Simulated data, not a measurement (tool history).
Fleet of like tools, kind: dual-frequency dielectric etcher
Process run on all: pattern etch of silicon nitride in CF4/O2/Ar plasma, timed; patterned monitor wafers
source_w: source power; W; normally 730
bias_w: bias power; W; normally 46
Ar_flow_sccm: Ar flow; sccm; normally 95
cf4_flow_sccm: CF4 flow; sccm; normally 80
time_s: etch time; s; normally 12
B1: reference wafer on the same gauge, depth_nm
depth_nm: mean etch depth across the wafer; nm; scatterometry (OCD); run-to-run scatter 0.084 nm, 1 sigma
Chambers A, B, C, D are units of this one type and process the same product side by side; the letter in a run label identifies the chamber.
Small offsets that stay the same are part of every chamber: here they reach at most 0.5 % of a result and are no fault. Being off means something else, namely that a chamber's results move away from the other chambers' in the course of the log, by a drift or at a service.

{"run": "1B", "hour": 3.2, "source_w": 730, "bias_w": 46, "Ar_flow_sccm": 95, "cf4_flow_sccm": 80, "time_s": 12, "B1": 29.188, "depth_nm": 30.163}
{"run": "2D", "hour": 8.4, "source_w": 730, "bias_w": 46, "Ar_flow_sccm": 95, "cf4_flow_sccm": 80, "time_s": 12, "B1": 29.206, "depth_nm": 30.159}
{"run": "3C", "hour": 11.5, "source_w": 730, "bias_w": 46, "Ar_flow_sccm": 95, "cf4_flow_sccm": 80, "time_s": 12, "B1": 29.185, "depth_nm": 30.205}
{"run": "4A", "hour": 14.4, "source_w": 730, "bias_w": 46, "Ar_flow_sccm": 95, "cf4_flow_sccm": 80, "time_s": 12, "B1": 29.201, "depth_nm": 30.103}
{"run": "5B", "hour": 17.4, "source_w": 730, "bias_w": 46, "Ar_flow_sccm": 95, "cf4_flow_sccm": 80, "time_s": 12, "B1": 29.197, "depth_nm": 30.222}
{"run": "6D", "hour": 20.0, "source_w": 730, "bias_w": 46, "Ar_flow_sccm": 95, "cf4_flow_sccm": 80, "time_s": 12, "B1": 29.212, "depth_nm": 30.238}
{"run": "7A", "hour": 24.6, "source_w": 730, "bias_w": 46, "Ar_flow_sccm": 95, "cf4_flow_sccm": 80, "time_s": 12, "B1": 29.205, "depth_nm": 29.803}
{"run": "8C", "hour": 29.8, "source_w": 730, "bias_w": 46, "Ar_flow_sccm": 95, "cf4_flow_sccm": 80, "time_s": 12, "B1": 29.187, "depth_nm": 30.199}
{"run": "9B", "hour": 34.3, "source_w": 730, "bias_w": 46, "Ar_flow_sccm": 95, "cf4_flow_sccm": 80, "time_s": 12, "B1": 29.191, "depth_nm": 30.204}
{"run": "10A", "hour": 39.5, "source_w": 730, "bias_w": 46, "Ar_flow_sccm": 95, "cf4_flow_sccm": 80, "time_s": 12, "B1": 29.211, "depth_nm": 29.913}
{"run": "11D", "hour": 42.5, "source_w": 730, "bias_w": 46, "Ar_flow_sccm": 95, "cf4_flow_sccm": 80, "time_s": 12, "B1": 29.206, "depth_nm": 30.049}
{"hour": 44.0, "done": "chamber C: wet clean of the chamber"}
{"run": "12C", "hour": 47.7, "source_w": 730, "bias_w": 46, "Ar_flow_sccm": 95, "cf4_flow_sccm": 80, "time_s": 12, "B1": 29.195, "depth_nm": 31.199}
{"run": "13A", "hour": 51.8, "source_w": 730, "bias_w": 38, "Ar_flow_sccm": 95, "cf4_flow_sccm": 80, "time_s": 12, "B1": 29.223, "depth_nm": 28.029}
{"run": "14D", "hour": 55.1, "source_w": 730, "bias_w": 38, "Ar_flow_sccm": 95, "cf4_flow_sccm": 80, "time_s": 12, "B1": 29.208, "depth_nm": 28.154}
{"run": "15B", "hour": 59.2, "source_w": 730, "bias_w": 38, "Ar_flow_sccm": 95, "cf4_flow_sccm": 80, "time_s": 12, "B1": 29.212, "depth_nm": 28.207}
{"run": "16C", "hour": 62.8, "source_w": 730, "bias_w": 38, "Ar_flow_sccm": 95, "cf4_flow_sccm": 80, "time_s": 12, "B1": 29.205, "depth_nm": 29.311}
{"run": "17D", "hour": 65.3, "source_w": 730, "bias_w": 46, "Ar_flow_sccm": 95, "cf4_flow_sccm": 80, "time_s": 12, "B1": 29.185, "depth_nm": 30.194}
{"run": "18A", "hour": 69.6, "source_w": 730, "bias_w": 46, "Ar_flow_sccm": 95, "cf4_flow_sccm": 80, "time_s": 12, "B1": 29.204, "depth_nm": 29.897}
{"run": "19C", "hour": 74.2, "source_w": 730, "bias_w": 46, "Ar_flow_sccm": 95, "cf4_flow_sccm": 80, "time_s": 12, "B1": 29.193, "depth_nm": 31.352}
{"run": "20B", "hour": 76.9, "source_w": 730, "bias_w": 46, "Ar_flow_sccm": 95, "cf4_flow_sccm": 80, "time_s": 12, "B1": 29.21, "depth_nm": 30.015}
{"run": "21C", "hour": 81.8, "source_w": 730, "bias_w": 46, "Ar_flow_sccm": 95, "cf4_flow_sccm": 80, "time_s": 12, "B1": 29.21, "depth_nm": 31.332}
{"run": "22A", "hour": 86.8, "source_w": 730, "bias_w": 46, "Ar_flow_sccm": 95, "cf4_flow_sccm": 80, "time_s": 12, "B1": 29.202, "depth_nm": 30.035}
{"run": "23B", "hour": 89.5, "source_w": 730, "bias_w": 46, "Ar_flow_sccm": 95, "cf4_flow_sccm": 80, "time_s": 12, "B1": 29.171, "depth_nm": 30.119}
{"run": "24D", "hour": 93.0, "source_w": 730, "bias_w": 46, "Ar_flow_sccm": 95, "cf4_flow_sccm": 80, "time_s": 12, "B1": 29.19, "depth_nm": 30.236}
{"run": "25D", "hour": 95.3, "source_w": 730, "bias_w": 46, "Ar_flow_sccm": 95, "cf4_flow_sccm": 80, "time_s": 12, "B1": 29.225, "depth_nm": 30.074}
{"run": "26B", "hour": 98.9, "source_w": 730, "bias_w": 46, "Ar_flow_sccm": 95, "cf4_flow_sccm": 80, "time_s": 12, "B1": 29.199, "depth_nm": 30.08}
{"run": "27C", "hour": 103.4, "source_w": 730, "bias_w": 46, "Ar_flow_sccm": 95, "cf4_flow_sccm": 80, "time_s": 12, "B1": 29.199, "depth_nm": 31.276}

Has any chamber moved away from the others, gradually or after a service, or does the common gauge drift, or do the chambers differ only by their own small steady offsets? State the chamber and the most likely cause if one applies.

The work done on chamber C during a service left it standing apart from the others.
Most likely cause: etch rate over this chamber's usual, % = 3.85.

Here are 4 candidates for chamber C's next run, each the usual settings with a change, their results left as question marks. Which one brings its results back in line with what the others give on the usual settings?
Maximum distance from the other chambers' mean on the usual settings for a result to count as in line: depth_nm 0.29 nm
{"run": "28C-1", "hour": 107.1, "source_w": 730, "bias_w": 46, "Ar_flow_sccm": 95, "cf4_flow_sccm": 80, "time_s": 12.5, "depth_nm": "?"}
{"run": "28C-2", "hour": 107.1, "source_w": 680, "bias_w": 45, "Ar_flow_sccm": 96, "cf4_flow_sccm": 80, "time_s": 12, "depth_nm": "?"}
{"run": "28C-3", "hour": 107.1, "source_w": 730, "bias_w": 46, "Ar_flow_sccm": 69, "cf4_flow_sccm": 102, "time_s": 12, "depth_nm": "?"}
{"run": "28C-4", "hour": 107.1, "source_w": 730, "bias_w": 46, "Ar_flow_sccm": 95, "cf4_flow_sccm": 80, "time_s": 11.5, "depth_nm": "?"}

Average result of the remaining chambers running the usual settings: depth_nm 30.117 nm
run=28C-1 depth_nm=32.629
run=28C-2 depth_nm=29.198
run=28C-3 depth_nm=33.652
run=28C-4 depth_nm=30.019
28C-4 is the one that brings the chamber's results back in line with the other chambers.

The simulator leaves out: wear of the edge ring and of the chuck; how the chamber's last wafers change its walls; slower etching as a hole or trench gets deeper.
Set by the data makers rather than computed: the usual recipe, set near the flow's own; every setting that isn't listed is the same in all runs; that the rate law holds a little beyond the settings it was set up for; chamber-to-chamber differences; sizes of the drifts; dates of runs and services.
